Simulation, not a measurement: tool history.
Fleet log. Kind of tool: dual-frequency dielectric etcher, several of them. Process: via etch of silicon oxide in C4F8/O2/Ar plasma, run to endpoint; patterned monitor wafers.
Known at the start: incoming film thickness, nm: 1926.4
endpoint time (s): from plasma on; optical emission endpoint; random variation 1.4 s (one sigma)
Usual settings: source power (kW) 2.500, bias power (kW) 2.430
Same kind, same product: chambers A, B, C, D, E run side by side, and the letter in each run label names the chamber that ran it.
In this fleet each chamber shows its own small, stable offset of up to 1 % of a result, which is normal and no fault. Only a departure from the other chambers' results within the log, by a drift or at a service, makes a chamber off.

| run | hour | source power (kW) | bias power (kW) | hours since the last wet clean | hours since the last source power generator calibration | hours since the last bias power generator calibration | endpoint time (s) |
|---|---|---|---|---|---|---|---|
| 1C | 4.8 | 2.500 | 2.430 | 372.8 | 347.2 | 407.0 | 325.77 |
| 2B | 8.4 | 2.500 | 2.430 | 63.8 | 3623.9 | 2826.1 | 325.80 |
| 3D | 12.6 | 2.500 | 2.430 | 297.8 | 2843.8 | 1096.2 | 328.01 |
| 4E | 15.2 | 2.500 | 2.430 | 102.4 | 3895.3 | 228.4 | 333.86 |
| 5A | 17.6 | 3.060 | 2.430 | 352.6 | 348.9 | 1910.9 | 301.60 |
| 6D | 19.9 | 3.060 | 2.430 | 305.1 | 2851.1 | 1103.5 | 301.53 |
| 7B | 23.1 | 3.060 | 2.430 | 78.5 | 3638.6 | 2840.8 | 304.25 |
| 8E | 26.6 | 3.060 | 2.430 | 113.8 | 3906.7 | 239.8 | 306.23 |
| 9A | 31.3 | 3.060 | 2.430 | 366.3 | 362.6 | 1924.6 | 300.31 |
| 10C | 35.0 | 2.500 | 2.855 | 403.0 | 377.4 | 437.2 | 310.85 |
| 11D | 39.0 | 2.500 | 2.855 | 324.2 | 2870.2 | 1122.6 | 310.64 |
| 12B | 41.4 | 2.500 | 2.855 | 96.8 | 3656.9 | 2859.1 | 313.78 |
| 13E | 46.5 | 2.500 | 2.855 | 133.7 | 3926.6 | 259.7 | 316.66 |
| 14A | 49.7 | 2.500 | 2.855 | 384.7 | 381.0 | 1943.0 | 310.41 |
| 15C | 54.1 | 2.500 | 2.430 | 422.1 | 396.5 | 456.3 | 328.16 |
| 16B | 59.2 | 2.500 | 2.430 | 114.6 | 3674.7 | 2876.9 | 327.52 |
| 17A | 63.0 | 2.500 | 2.430 | 398.0 | 394.3 | 1956.3 | 327.19 |
| 18C | 66.0 | 2.500 | 2.430 | 434.0 | 408.4 | 468.2 | 326.70 |
| 19E | 70.5 | 2.500 | 2.430 | 157.7 | 3950.6 | 283.7 | 332.01 |
| 20D | 75.4 | 2.500 | 2.430 | 360.6 | 2906.6 | 1159.0 | 327.16 |
| 21E | 77.8 | 2.500 | 2.891 | 165.0 | 3957.9 | 291.0 | 315.31 |
| 22A | 82.6 | 2.500 | 2.891 | 417.6 | 413.9 | 1975.9 | 310.09 |
| 23B | 87.1 | 2.500 | 2.891 | 142.5 | 3702.6 | 2904.8 | 309.68 |
|  | 88.1 | chamber C: wet clean of the chamber |
| 24D | 91.8 | 2.500 | 2.891 | 377.0 | 2923.0 | 1175.4 | 308.86 |
| 25C | 95.0 | 2.500 | 2.891 | 6.9 | 437.4 | 497.2 | 300.37 |
| 26D | 99.5 | 2.500 | 2.430 | 384.7 | 2930.7 | 1183.1 | 327.60 |
| 27E | 103.2 | 2.500 | 2.430 | 190.4 | 3983.3 | 316.4 | 332.62 |
| 28B | 107.3 | 2.500 | 2.430 | 162.7 | 3722.8 | 2925.0 | 328.39 |
| 29C | 111.2 | 3.000 | 2.632 | 23.1 | 453.6 | 513.4 | 286.00 |
| 30A | 114.7 | 3.000 | 2.632 | 449.7 | 446.0 | 2008.0 | 299.11 |
| 31D | 118.5 | 3.000 | 2.632 | 403.7 | 2949.7 | 1202.1 | 296.74 |
| 32E | 121.8 | 3.000 | 2.632 | 209.0 | 4001.9 | 335.0 | 302.05 |
| 33C | 126.0 | 3.000 | 2.632 | 37.9 | 468.4 | 528.2 | 286.17 |
| 34A | 128.2 | 2.500 | 2.430 | 463.2 | 459.5 | 2021.5 | 328.41 |
| 35B | 131.0 | 2.500 | 2.430 | 186.4 | 3746.5 | 2948.7 | 327.58 |
| 36E | 134.9 | 2.500 | 2.430 | 222.1 | 4015.0 | 348.1 | 331.76 |
| 37B | 137.9 | 2.500 | 2.430 | 193.3 | 3753.4 | 2955.6 | 326.17 |
| 38D | 140.7 | 2.500 | 2.430 | 425.9 | 2971.9 | 1224.3 | 329.33 |
| 39C | 145.5 | 2.160 | 2.671 | 57.4 | 487.9 | 547.7 | 324.51 |

Is one chamber out of step, is the gauge drifting, or do the chambers differ by no more than their own small offsets? For an off chamber, give its letter and the likeliest cause.

A service on chamber C put it out of line with the rest.
Most likely cause: etch rate over this chamber's usual, % = 3.52.

Here are 4 candidates for chamber C's next run, each the usual settings with a change, their results left as question marks. Which one brings its results back in line with what the others give on the usual settings?
In-line tolerance around the mean of the other chambers on the usual settings: endpoint time (s) 4.80
| 40C-1 | 149.2 | 2.240 | 2.241 |  |  |  | ? |
| 40C-2 | 149.2 | 2.900 | 2.430 |  |  |  | ? |
| 40C-3 | 149.2 | 2.350 | 2.318 |  |  |  | ? |
| 40C-4 | 149.2 | 2.650 | 2.542 |  |  |  | ? |

Mean of the other chambers on the usual settings: endpoint time (s) 328.06
| run | endpoint time (s) |
|---|---|
| 40C-1 | 338.55 |
| 40C-2 | 297.79 |
| 40C-3 | 328.74 |
| 40C-4 | 304.70 |
40C-3 puts the chamber back in line with the other chambers.
